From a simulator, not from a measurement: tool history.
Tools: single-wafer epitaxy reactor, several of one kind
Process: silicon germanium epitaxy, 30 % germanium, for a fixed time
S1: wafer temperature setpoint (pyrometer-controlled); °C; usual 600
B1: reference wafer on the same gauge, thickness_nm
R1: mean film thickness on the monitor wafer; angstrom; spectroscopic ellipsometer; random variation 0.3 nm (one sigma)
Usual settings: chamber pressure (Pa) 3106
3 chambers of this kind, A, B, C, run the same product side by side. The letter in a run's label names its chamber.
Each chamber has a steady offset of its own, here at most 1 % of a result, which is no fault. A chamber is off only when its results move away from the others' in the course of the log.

Run 1A, day 0.308: usual settings; B1 72.304. Result: R1 626.27 angstrom.
At day 0.517: chamber B: pyrometer calibrated.
Run 2C, day 0.625: usual settings; B1 72.370. Result: R1 624.29 angstrom.
Run 3B, day 0.929: usual settings; B1 72.179. Result: R1 629.87 angstrom.
Run 4B, day 1.167: usual settings; B1 72.275. Result: R1 631.00 angstrom.
Run 5C, day 1.404: usual settings; B1 72.300. Result: R1 629.20 angstrom.
Run 6A, day 1.629: usual settings; B1 72.273. Result: R1 632.41 angstrom.
Run 7C, day 1.871: usual settings; B1 72.320. Result: R1 619.20 angstrom.
Run 8A, day 2.104: usual settings; B1 72.372. Result: R1 630.05 angstrom.
Run 9B, day 2.392: usual settings; B1 72.430. Result: R1 634.53 angstrom.
At day 2.625: chamber A: pyrometer calibrated.
Run 10B, day 2.692: usual settings; B1 72.310. Result: R1 634.15 angstrom.
Run 11C, day 2.962: usual settings but S1 607 °C, chamber pressure (Pa) 2813; B1 72.299. Result: R1 683.41 angstrom.
Run 12A, day 3.129: usual settings but S1 607 °C, chamber pressure (Pa) 2813; B1 72.302. Result: R1 686.60 angstrom.
Run 13B, day 3.333: usual settings but S1 607 °C, chamber pressure (Pa) 2813; B1 72.305. Result: R1 688.96 angstrom.
Run 14A, day 3.517: usual settings; B1 72.326. Result: R1 631.36 angstrom.
Run 15C, day 3.717: usual settings; B1 72.314. Result: R1 628.80 angstrom.
At day 3.825: chamber C: pyrometer calibrated.
Run 16C, day 4.000: usual settings; B1 72.349. Result: R1 664.02 angstrom.
Run 17A, day 4.196: usual settings but S1 614 °C; B1 72.354. Result: R1 811.30 angstrom.
Run 18B, day 4.488: usual settings but S1 614 °C; B1 72.361. Result: R1 811.42 angstrom.
Run 19A, day 4.683: usual settings but S1 614 °C; B1 72.347. Result: R1 809.47 angstrom.
Run 20C, day 4.929: usual settings; B1 72.333. Result: R1 659.89 angstrom.
Run 21B, day 5.200: usual settings; B1 72.320. Result: R1 629.70 angstrom.
Run 22A, day 5.529: usual settings; B1 72.253. Result: R1 629.22 angstrom.
Run 23C, day 5.871: usual settings; B1 72.210. Result: R1 665.49 angstrom.
Run 24B, day 6.083: usual settings; B1 72.299. Result: R1 630.94 angstrom.
Run 25C, day 6.333: usual settings; B1 72.254. Result: R1 648.86 angstrom.
Run 26A, day 6.546: usual settings; B1 72.269. Result: R1 628.52 angstrom.
Run 27B, day 6.779: usual settings; B1 72.319. Result: R1 632.19 angstrom.
Run 28B, day 6.967: usual settings; B1 72.293. Result: R1 629.50 angstrom.
Run 29A, day 7.138: usual settings; B1 72.390. Result: R1 625.31 angstrom.
Run 30C, day 7.375: usual settings; B1 72.185. Result: R1 658.70 angstrom.
Run 31A, day 7.629: usual settings; B1 72.226. Result: R1 634.33 angstrom.
Run 32B, day 7.888: usual settings; B1 72.256. Result: R1 628.43 angstrom.
Run 33C, day 8.083: usual settings; B1 72.237. Result: R1 660.08 angstrom.
Run 34B, day 8.292: usual settings; B1 72.293. Result: R1 632.75 angstrom.
Run 35A, day 8.588: usual settings; B1 72.329. Result: R1 627.17 angstrom.

What goes on in this fleet: one chamber off, a drifting gauge, or nothing beyond the chambers' own small offsets? Name the chamber and the cause, if any.

A service left chamber C off against the others.
Cause: wafer temperature above the value expected at the setpoint (K) = 2.77.

Here are 4 candidates for chamber C's next run, each the usual settings with a change, their results left as question marks. Which one brings its results back in line with what the others give on the usual settings?
In line means no further than this from the other chambers' mean on the usual settings: R1 10.00 angstrom
Run 36C-1, day 8.842: usual settings but S1 604 °C. Result: R1 ?.
Run 36C-2, day 8.842: usual settings but chamber pressure (Pa) 2773. Result: R1 ?.
Run 36C-3, day 8.842: usual settings but chamber pressure (Pa) 2586. Result: R1 ?.
Run 36C-4, day 8.842: usual settings but chamber pressure (Pa) 3440. Result: R1 ?.

The other chambers' mean on the usual settings: R1 630.21 angstrom
  run      R1
36C-1  705.45
36C-2  627.84
36C-3  610.76
36C-4  683.81
36C-2 brings the chamber back in line.

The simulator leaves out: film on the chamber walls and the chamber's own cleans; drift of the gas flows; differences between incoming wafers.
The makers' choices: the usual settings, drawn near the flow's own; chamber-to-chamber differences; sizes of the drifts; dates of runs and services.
